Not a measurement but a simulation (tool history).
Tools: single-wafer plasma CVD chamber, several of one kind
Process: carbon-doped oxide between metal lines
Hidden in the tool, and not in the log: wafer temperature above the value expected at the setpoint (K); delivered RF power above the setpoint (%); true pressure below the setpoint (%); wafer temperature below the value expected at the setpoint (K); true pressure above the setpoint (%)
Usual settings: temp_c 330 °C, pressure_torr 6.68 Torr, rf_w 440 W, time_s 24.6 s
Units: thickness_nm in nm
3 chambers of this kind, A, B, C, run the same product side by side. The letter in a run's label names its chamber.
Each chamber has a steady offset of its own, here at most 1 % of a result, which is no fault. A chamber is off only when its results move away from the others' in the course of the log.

run,day,temp_c,pressure_torr,rf_w,time_s,hours since the last thermocouple change,hours since the last RF generator calibration,hours since the last manometer calibration,"read-back reference wafer on the same gauge, thickness_nm",thickness_nm
# day 0.042: chamber B: thermocouple changed; heater temperature recalibrated
1A,0.229,330,6.68,440,24.6,497.6,1255.9,2250.1,124.01,126.26
2B,0.562,330,6.68,440,24.6,12.6,473.5,577.6,123.99,127.36
3C,0.892,330,6.68,440,24.6,1138.1,1065.8,379.7,123.91,127.35
4A,1.242,330,6.68,440,24.6,521.9,1280.2,2274.4,123.92,125.93
5B,1.5,330,6.68,440,24.6,35.1,496,600.1,123.9,127.68
6C,1.833,330,6.68,440,24.6,1160.7,1088.4,402.3,123.89,127.53
7A,2.104,319,6.68,440,24.6,542.6,1300.9,2295.1,123.87,131.01
8C,2.346,319,6.68,440,24.6,1173,1100.7,414.6,123.84,132.63
9B,2.638,319,6.68,440,24.6,62.4,523.3,627.4,123.82,132.54
10B,2.917,345,6.68,475,24.6,69.1,530,634.1,123.83,128.04
# day 3.204: chamber C: thermocouple changed; heater temperature recalibrated
11C,3.325,345,6.68,475,24.6,3,1124.2,438.1,123.75,127.85
12A,3.55,345,6.68,475,24.6,577.3,1335.6,2329.8,123.79,126.34
13B,3.871,330,6.68,440,24.6,92,552.9,657,123.75,127.33
14A,4.262,330,6.68,440,27.5,594.4,1352.7,2346.9,123.71,140.28
15C,4.671,330,6.68,440,27.5,35.3,1156.5,470.4,123.7,142.6
16A,4.879,330,6.68,440,27.5,609.2,1367.5,2361.7,123.71,140.54
17C,5.129,330,6.68,440,24.6,46.3,1167.5,481.4,123.68,127.28
18B,5.421,330,6.68,440,24.6,129.2,590.1,694.2,123.62,126.98
19A,5.754,330,6.68,440,24.6,630.2,1388.5,2382.7,123.64,125.67
20C,6.075,330,6.68,440,24.6,69,1190.2,504.1,123.58,127.33
21B,6.375,330,6.68,440,24.6,152.1,613,717.1,123.57,127.12
22C,6.579,330,6.68,440,24.6,81.1,1202.3,516.2,123.57,127.34
23A,6.904,330,6.68,440,24.6,657.8,1416.1,2410.3,123.55,125.58
24B,7.088,330,6.68,440,24.6,169.2,630.1,734.2,123.57,127.25
25B,7.375,330,6.68,440,24.6,176.1,637,741.1,123.55,127.24
26C,7.612,330,5.97,385,24.6,105.9,1227.1,541,123.49,114.3
27A,7.792,330,5.97,385,24.6,679.1,1437.4,2431.6,123.5,112.48
28B,8.104,330,5.97,385,24.6,193.6,654.5,758.6,123.5,113.98
29C,8.379,330,6.68,440,24.6,124.3,1245.5,559.4,123.45,127.09
30A,8.671,330,6.68,440,24.6,700.2,1458.5,2452.7,123.44,125.25
31A,8.888,330,6.68,440,24.6,705.4,1463.7,2457.9,123.43,125.25

All 3 chambers run these settings next. Forecast each chamber's results:
32A,9.183,344,6.68,440,24.6,,,,,?
32B,9.183,344,6.68,440,24.6,,,,,?
32C,9.183,344,6.68,440,24.6,,,,,?

run,thickness_nm
32A,119.94
32B,121.39
32C,121.49
